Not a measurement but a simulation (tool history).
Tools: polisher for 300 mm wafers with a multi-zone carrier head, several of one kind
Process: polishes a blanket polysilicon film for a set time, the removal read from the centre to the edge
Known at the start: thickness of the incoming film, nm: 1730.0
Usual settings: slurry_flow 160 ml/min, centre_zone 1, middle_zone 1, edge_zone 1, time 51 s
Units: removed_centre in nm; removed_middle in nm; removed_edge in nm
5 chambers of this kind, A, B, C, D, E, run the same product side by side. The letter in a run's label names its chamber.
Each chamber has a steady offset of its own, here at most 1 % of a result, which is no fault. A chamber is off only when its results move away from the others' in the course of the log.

| run | hour | slurry_flow | centre_zone | middle_zone | edge_zone | time | removed_centre | removed_middle | removed_edge |
|---|---|---|---|---|---|---|---|---|---|
| 1C | 13.3 | 160 | 1 | 1 | 1 | 51 | 610.81 | 596.62 | 579.52 |
|  | 15.7 | chamber D: worn pad replaced by a new one |
|  | 16.4 | chamber D: edge zone pressure recalibrated |
|  | 18.7 | chamber C: centre zone pressure recalibrated |
| 2A | 28.3 | 160 | 1 | 1 | 1 | 51 | 593.38 | 598.93 | 608.35 |
|  | 40.2 | chamber C: worn pad replaced by a new one |
| 3B | 41.4 | 160 | 1 | 1 | 1 | 51 | 595.59 | 593 | 588.63 |
| 4D | 49 | 160 | 1 | 1 | 1 | 51 | 591.42 | 597.27 | 582.35 |
|  | 54.1 | chamber B: edge zone pressure recalibrated |
|  | 57.8 | chamber B: worn pad replaced by a new one |
| 5E | 65.2 | 160 | 1 | 1 | 1 | 51 | 588.19 | 597.96 | 592.79 |
|  | 70.9 | chamber D: slurry nozzle cleaned |
| 6D | 77.6 | 160 | 1 | 1 | 1 | 51 | 600.55 | 593.49 | 591.96 |
| 7B | 92.6 | 160 | 1 | 1 | 1 | 51 | 587.28 | 588.87 | 585.82 |
|  | 93.4 | chamber B: slurry nozzle cleaned |
|  | 103.3 | chamber A: worn pad replaced by a new one |
| 8E | 105.6 | 160 | 1 | 1 | 1 | 51 | 596.25 | 594.32 | 609.28 |
| 9C | 118.7 | 160 | 1 | 1 | 1 | 51 | 601.46 | 594.78 | 587.09 |
| 10A | 132.2 | 160 | 1 | 1 | 1 | 51 | 595.6 | 596.54 | 595.2 |
|  | 134.4 | chamber B: worn pad replaced by a new one |
|  | 136.2 | chamber E: worn pad replaced by a new one |
| 11C | 141 | 160 | 1 | 1 | 1 | 51 | 602.18 | 599.67 | 583.72 |
|  | 148 | chamber C: edge zone pressure recalibrated |
| 12A | 151.4 | 160 | 1 | 1 | 1 | 51 | 597.81 | 600.25 | 591.73 |
|  | 155.9 | chamber D: worn pad replaced by a new one |
| 13D | 161.7 | 160 | 1 | 1 | 1 | 51 | 607.31 | 592.35 | 605.12 |
| 14E | 172.6 | 160 | 1 | 1 | 1 | 51 | 584.93 | 597.07 | 612.75 |
|  | 180 | chamber C: worn pad replaced by a new one |
|  | 182.8 | chamber B: centre zone pressure recalibrated |
| 15B | 184.2 | 160 | 1 | 1 | 1 | 51 | 526.01 | 599.73 | 588.52 |
|  | 186.8 | chamber D: centre zone pressure recalibrated |
|  | 194.5 | chamber C: slurry nozzle cleaned |
| 16D | 196.8 | 160 | 1 | 1 | 1 | 51 | 598.36 | 597.12 | 590.05 |
| 17E | 211.9 | 160 | 1 | 0.95 | 1 | 67 | 775.6 | 754.6 | 811.27 |
| 18B | 225.9 | 160 | 1 | 0.95 | 1 | 67 | 693.09 | 741.59 | 765.59 |
|  | 227.9 | chamber B: worn pad replaced by a new one |
| 19A | 240 | 160 | 1 | 0.95 | 1 | 67 | 788.23 | 750.52 | 763.6 |
| 20C | 250.7 | 160 | 1 | 0.95 | 1 | 67 | 790.25 | 744.57 | 779.21 |
|  | 256.7 | chamber E: centre zone pressure recalibrated |
| 21A | 262 | 160 | 1 | 0.95 | 1 | 67 | 788.39 | 742 | 785.08 |
|  | 267.4 | chamber A: worn pad replaced by a new one |
| 22D | 272.3 | 160 | 1 | 1 | 1 | 51 | 598.42 | 597.76 | 591.72 |
| 23C | 283.9 | 160 | 1 | 1 | 1 | 51 | 594.18 | 594.48 | 587.36 |
|  | 288.6 | chamber D: worn pad replaced by a new one |
|  | 290.6 | chamber E: slurry nozzle cleaned |
| 24E | 291.1 | 160 | 0.9 | 1 | 1 | 51 | 531.7 | 603.42 | 600.2 |
| 25B | 300.7 | 160 | 0.9 | 1 | 1 | 51 | 472.45 | 586.66 | 594.92 |
| 26B | 309 | 160 | 0.9 | 1 | 1 | 51 | 472.91 | 593.86 | 581.02 |
| 27A | 320.4 | 160 | 0.9 | 1 | 1 | 51 | 535.04 | 595.73 | 593.32 |
|  | 322.4 | chamber B: worn pad replaced by a new one |
|  | 323.8 | chamber C: worn pad replaced by a new one |
|  | 328.2 | chamber C: centre zone pressure recalibrated |
| 28E | 335.3 | 160 | 0.9 | 1 | 1 | 51 | 523.02 | 597.6 | 597.91 |
| 29C | 345.6 | 160 | 1 | 1 | 1 | 51 | 606.13 | 593.3 | 583.24 |
|  | 356.7 | chamber A: centre zone pressure recalibrated |
|  | 357.1 | chamber E: worn pad replaced by a new one |
| 30D | 361.8 | 160 | 1 | 1 | 1 | 51 | 603.99 | 595.95 | 600.6 |
| 31D | 374.9 | 160 | 1 | 1 | 1 | 51 | 592.23 | 590.5 | 594.77 |
| 32A | 386.9 | 160 | 1 | 1 | 1 | 51 | 607.27 | 591.23 | 589.63 |
| 33B | 397.4 | 160 | 1 | 1 | 1 | 51 | 535.91 | 587.46 | 590.02 |
| 34E | 412.1 | 205 | 1 | 1 | 1 | 51 | 620.55 | 619.32 | 611.57 |

All 5 chambers run these settings next. Forecast each chamber's results:
| 35A | 424.1 | 160 | 1 | 1 | 1 | 51 | ? | ? | ? |
| 35B | 424.1 | 160 | 1 | 1 | 1 | 51 | ? | ? | ? |
| 35C | 424.1 | 160 | 1 | 1 | 1 | 51 | ? | ? | ? |
| 35D | 424.1 | 160 | 1 | 1 | 1 | 51 | ? | ? | ? |
| 35E | 424.1 | 160 | 1 | 1 | 1 | 51 | ? | ? | ? |

| run | removed_centre | removed_middle | removed_edge |
|---|---|---|---|
| 35A | 608.56 | 596.16 | 593.41 |
| 35B | 527.46 | 581.49 | 578.59 |
| 35C | 589.37 | 597.71 | 584.48 |
| 35D | 596.99 | 596.28 | 593.42 |
| 35E | 592.91 | 597.42 | 591.4 |

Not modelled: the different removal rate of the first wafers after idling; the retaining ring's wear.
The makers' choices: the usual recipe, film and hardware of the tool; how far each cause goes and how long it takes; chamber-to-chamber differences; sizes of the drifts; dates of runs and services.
